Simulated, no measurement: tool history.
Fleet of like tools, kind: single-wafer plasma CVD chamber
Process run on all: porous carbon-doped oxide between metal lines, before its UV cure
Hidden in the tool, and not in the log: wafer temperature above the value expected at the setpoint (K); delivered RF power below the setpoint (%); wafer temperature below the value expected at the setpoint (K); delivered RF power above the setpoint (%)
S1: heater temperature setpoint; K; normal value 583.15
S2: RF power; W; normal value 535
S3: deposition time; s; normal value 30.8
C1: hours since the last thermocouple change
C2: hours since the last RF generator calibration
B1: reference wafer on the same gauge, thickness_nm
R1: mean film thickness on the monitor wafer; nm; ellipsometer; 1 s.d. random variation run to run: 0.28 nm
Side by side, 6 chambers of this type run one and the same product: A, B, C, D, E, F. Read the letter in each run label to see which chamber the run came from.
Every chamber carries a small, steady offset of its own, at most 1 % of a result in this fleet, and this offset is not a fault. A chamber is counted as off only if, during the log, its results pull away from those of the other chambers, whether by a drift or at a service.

run 1F hour=5 | S1=583.15 S2=535 S3=30.8 | C1=1111.6 C2=602.1 | B1=193.98 | R1=164.19
run 2A hour=11.2 | S1=583.15 S2=535 S3=30.8 | C1=292.8 C2=519.2 | B1=194.02 | R1=165.86
run 3C hour=17.7 | S1=583.15 S2=535 S3=30.8 | C1=1557.9 C2=292.8 | B1=194.03 | R1=164.85
run 4D hour=23.8 | S1=583.15 S2=535 S3=30.8 | C1=992.5 C2=1789.9 | B1=194.12 | R1=164.97
run 5E hour=31 | S1=583.15 S2=535 S3=30.8 | C1=481.1 C2=555 | B1=194.1 | R1=165.54
run 6B hour=37.8 | S1=583.15 S2=535 S3=30.8 | C1=402 C2=137.5 | B1=194.15 | R1=165.92
run 7C hour=44.3 | S1=583.15 S2=535 S3=30.8 | C1=1584.5 C2=319.4 | B1=194.18 | R1=164.5
run 8E hour=54.1 | S1=583.15 S2=535 S3=30.8 | C1=504.2 C2=578.1 | B1=194.3 | R1=166.29
run 9B hour=61.3 | S1=583.15 S2=535 S3=30.8 | C1=425.5 C2=161 | B1=194.18 | R1=166.09
run 10A hour=68.6 | S1=583.15 S2=535 S3=30.8 | C1=350.2 C2=576.6 | B1=194.29 | R1=166.63
run 11F hour=73.1 | S1=578.15 S2=535 S3=33 | C1=1179.7 C2=670.2 | B1=194.31 | R1=181.06
run 12D hour=79.9 | S1=578.15 S2=535 S3=33 | C1=1048.6 C2=1846 | B1=194.38 | R1=180.88
run 13C hour=84.9 | S1=578.15 S2=535 S3=33 | C1=1625.1 C2=360 | B1=194.42 | R1=180.96
run 14F hour=94.2 | S1=578.15 S2=535 S3=33 | C1=1200.8 C2=691.3 | B1=194.46 | R1=180.49
run 15E hour=99.8 | S1=578.15 S2=535 S3=33 | C1=549.9 C2=623.8 | B1=194.51 | R1=182.86
run 16B hour=107.9 | S1=578.15 S2=535 S3=33 | C1=472.1 C2=207.6 | B1=194.46 | R1=182.64
run 17D hour=112.4 | S1=583.15 S2=535 S3=30.8 | C1=1081.1 C2=1878.5 | B1=194.55 | R1=164.92
run 18A hour=118.2 | S1=583.15 S2=535 S3=30.8 | C1=399.8 C2=626.2 | B1=194.55 | R1=166.73
run 19F hour=123.5 | S1=583.15 S2=535 S3=30.8 | C1=1230.1 C2=720.6 | B1=194.64 | R1=164.63
-- hour=127 chamber F: thermocouple changed; heater temperature recalibrated
run 20E hour=132.4 | S1=583.15 S2=535 S3=30.8 | C1=582.5 C2=656.4 | B1=194.59 | R1=166.43
run 21A hour=139.3 | S1=583.15 S2=535 S3=30.8 | C1=420.9 C2=647.3 | B1=194.64 | R1=166.68
run 22C hour=148.3 | S1=583.15 S2=535 S3=30.8 | C1=1688.5 C2=423.4 | B1=194.68 | R1=164.83
run 23B hour=157.4 | S1=583.15 S2=535 S3=30.8 | C1=521.6 C2=257.1 | B1=194.81 | R1=166.15
run 24D hour=166.6 | S1=583.15 S2=535 S3=30.8 | C1=1135.3 C2=1932.7 | B1=194.87 | R1=164.9
run 25D hour=175.1 | S1=583.15 S2=535 S3=30.8 | C1=1143.8 C2=1941.2 | B1=194.81 | R1=165
run 26C hour=182.9 | S1=583.15 S2=535 S3=30.8 | C1=1723.1 C2=458 | B1=194.82 | R1=164.99
run 27B hour=193 | S1=583.15 S2=535 S3=30.8 | C1=557.2 C2=292.7 | B1=194.83 | R1=166.25
run 28E hour=202.1 | S1=583.15 S2=535 S3=30.8 | C1=652.2 C2=726.1 | B1=194.97 | R1=166.86
run 29F hour=207.4 | S1=583.15 S2=485 S3=30.8 | C1=80.4 C2=804.5 | B1=194.91 | R1=154.47
run 30A hour=213.5 | S1=583.15 S2=485 S3=30.8 | C1=495.1 C2=721.5 | B1=194.86 | R1=156.63
run 31E hour=218 | S1=583.15 S2=485 S3=30.8 | C1=668.1 C2=742 | B1=195 | R1=156.29
run 32F hour=224.6 | S1=583.15 S2=485 S3=30.8 | C1=97.6 C2=821.7 | B1=194.98 | R1=154.49
run 33C hour=231 | S1=583.15 S2=485 S3=30.8 | C1=1771.2 C2=506.1 | B1=195.07 | R1=154.75
run 34B hour=238.7 | S1=583.15 S2=485 S3=30.8 | C1=602.9 C2=338.4 | B1=195.06 | R1=155.55
run 35D hour=247.3 | S1=583.15 S2=535 S3=30.8 | C1=1216 C2=2013.4 | B1=195.14 | R1=165.81
run 36A hour=252.8 | S1=583.15 S2=535 S3=30.8 | C1=534.4 C2=760.8 | B1=195.18 | R1=166.91
run 37C hour=257.7 | S1=596.15 S2=465 S3=30.8 | C1=1797.9 C2=532.8 | B1=195.2 | R1=140.56
run 38B hour=263 | S1=596.15 S2=465 S3=30.8 | C1=627.2 C2=362.7 | B1=195.2 | R1=141.2
run 39F hour=272.3 | S1=596.15 S2=465 S3=30.8 | C1=145.3 C2=869.4 | B1=195.21 | R1=140.34
run 40E hour=280.6 | S1=596.15 S2=465 S3=30.8 | C1=730.7 C2=804.6 | B1=195.31 | R1=142.93
run 41D hour=287.1 | S1=596.15 S2=465 S3=30.8 | C1=1255.8 C2=2053.2 | B1=195.32 | R1=141.98
run 42A hour=292.2 | S1=596.15 S2=465 S3=30.8 | C1=573.8 C2=800.2 | B1=195.28 | R1=142.27

Has any chamber moved away from the others, gradually or after a service, or does the common gauge drift, or do the chambers differ only by their own small steady offsets? State the chamber and the most likely cause if one applies.

Gauge drift. The chambers move together only on paper, and none stands off.
Likeliest cause: gauge reads high (%) = 0.69.
